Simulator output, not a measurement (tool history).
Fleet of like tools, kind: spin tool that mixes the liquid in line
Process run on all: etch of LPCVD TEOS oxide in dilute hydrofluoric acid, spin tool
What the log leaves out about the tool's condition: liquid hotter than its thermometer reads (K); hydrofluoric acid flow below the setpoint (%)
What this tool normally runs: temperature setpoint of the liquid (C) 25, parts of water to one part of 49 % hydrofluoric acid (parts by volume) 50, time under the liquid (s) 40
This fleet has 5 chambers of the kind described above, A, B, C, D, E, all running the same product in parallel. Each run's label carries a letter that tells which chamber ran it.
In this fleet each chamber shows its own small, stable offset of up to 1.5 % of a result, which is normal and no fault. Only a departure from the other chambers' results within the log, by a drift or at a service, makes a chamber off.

run	hour	temperature setpoint of the liquid (C)	parts of water to one part of 49 % hydrofluoric acid (parts by volume)	time under the liquid (s)	hours since the thermometer was replaced	hours since the hydrofluoric acid flow meter was replaced	read-back film thickness of the LPCVD TEOS oxide reference wafer, read on the same gauge (nm)	thickness taken off the LPCVD TEOS oxide on a monitor wafer (nm)
1D	2.6	25	50	40	740.3	432.5	130	44.057
2A	5.4	25	50	40	2079	1008.8	129.99	44.855
3E	8.4	25	50	40	951.2	417.1	130	44.015
4C	11.2	25	50	40	1388.3	1306.1	129.99	43.142
5B	13.6	25	50	40	326.7	317.9	129.98	44.563
6A	17.5	25	50	40	2091.1	1020.9	130.01	44.036
7C	20.7	25	50	40	1397.8	1315.6	130.02	43.575
8D	25.6	25	50	40	763.3	455.5	130	44.878
9B	29.6	20.5	50	55	342.7	333.9	129.99	51.603
10E	32.8	20.5	50	55	975.6	441.5	129.99	49.929
11C	35.3	20.5	50	55	1412.4	1330.2	130.03	50.083
12A	39.9	20.5	50	55	2113.5	1043.3	130	50.234
13E	44.8	20.5	50	55	987.6	453.5	130	50.308
14B	48.6	25	50	40	361.7	352.9	129.97	44.396
15D	53.6	25	50	40	791.3	483.5	130	44.478
16C	55.9	25	50	40	1433	1350.8	130.02	44.269
17D	58.4	25	50	40	796.1	488.3	129.98	44.207
18A	61.7	25	50	40	2135.3	1065.1	130.03	44.435
19E	65.9	25	50	40	1008.7	474.6	130.01	43.795
20B	69.4	25	50	40	382.5	373.7	129.99	44.106
21A	71.9	25	50	25	2145.5	1075.3	130.01	26.99
22C	76.7	25	50	25	1453.8	1371.6	130	26.813
23D	79.4	25	50	25	817.1	509.3	130.01	27.28
24E	84.3	25	50	25	1027.1	493	130.02	27.375
25B	87.1	25	50	25	400.2	391.4	130	27.499
26D	90.4	25	50	40	828.1	520.3	129.99	43.332
27E	93.5	25	50	40	1036.3	502.2	129.98	43.815
28B	97.1	29.5	50	40	410.2	401.4	130	52.598
29A	99.4	29.5	50	40	2173	1102.8	130.01	52.987
30C	102.7	29.5	50	40	1479.8	1397.6	129.98	52.909
31A	106.3	29.5	50	40	2179.9	1109.7	130.02	51.698
32E	110.1	29.5	50	40	1052.9	518.8	130.03	52.123
33B	114.4	25	50	40	427.5	418.7	130.01	43.962
34C	118.3	25	50	40	1495.4	1413.2	129.98	43.605
35D	122.3	21	50	40	860	552.2	130	35.725
# hour 122.8: chamber B: hydrofluoric acid flow meter replaced
36A	125.3	21	50	40	2198.9	1128.7	130.01	37.799
37E	127.9	21	50	40	1070.7	536.6	130.01	37.363
38D	130.8	21	50	40	868.5	560.7	130.01	34.948
39C	135.2	21	50	40	1512.3	1430.1	129.98	37.044
40B	138.9	25	50	40	452	16.1	130.01	43.974
41A	143.4	25	50	40	2217	1146.8	130.01	43.998
42D	148.1	29	50	60	885.8	578	130	72.041
43B	153.1	29	50	60	466.2	30.3	130.01	78.492
44E	157.1	29	50	60	1099.9	565.8	129.99	78.181

One chamber off, gauge drift, or nothing amiss beyond the chambers' own small offsets? If it is a chamber, which one, and what is the likeliest cause?

It is chamber D that slowly wanders off from its peers.
Cause: hydrofluoric acid flow below the setpoint (%) = 8.26.
The log may not tell that from: liquid colder than its thermometer reads (K).

Here are 4 candidates for chamber D's next run, each the usual settings with a change, their results left as question marks. Which one brings its results back in line with what the others give on the usual settings?
A result is in line if it is within this distance of the other chambers' mean on the usual settings: thickness taken off the LPCVD TEOS oxide on a monitor wafer (nm) 1.5
45D-1	160.8	27	50	40				?
45D-2	160.8	24.5	50	40				?
45D-3	160.8	23	50	40				?
45D-4	160.8	25.5	50	40				?

Usual-settings mean across the other chambers: thickness taken off the LPCVD TEOS oxide on a monitor wafer (nm) 44.021
run	thickness taken off the LPCVD TEOS oxide on a monitor wafer (nm)
45D-1	43.845
45D-2	39.602
45D-3	37.221
45D-4	41.261
45D-1 is the one that brings the chamber's results back in line with the other chambers.

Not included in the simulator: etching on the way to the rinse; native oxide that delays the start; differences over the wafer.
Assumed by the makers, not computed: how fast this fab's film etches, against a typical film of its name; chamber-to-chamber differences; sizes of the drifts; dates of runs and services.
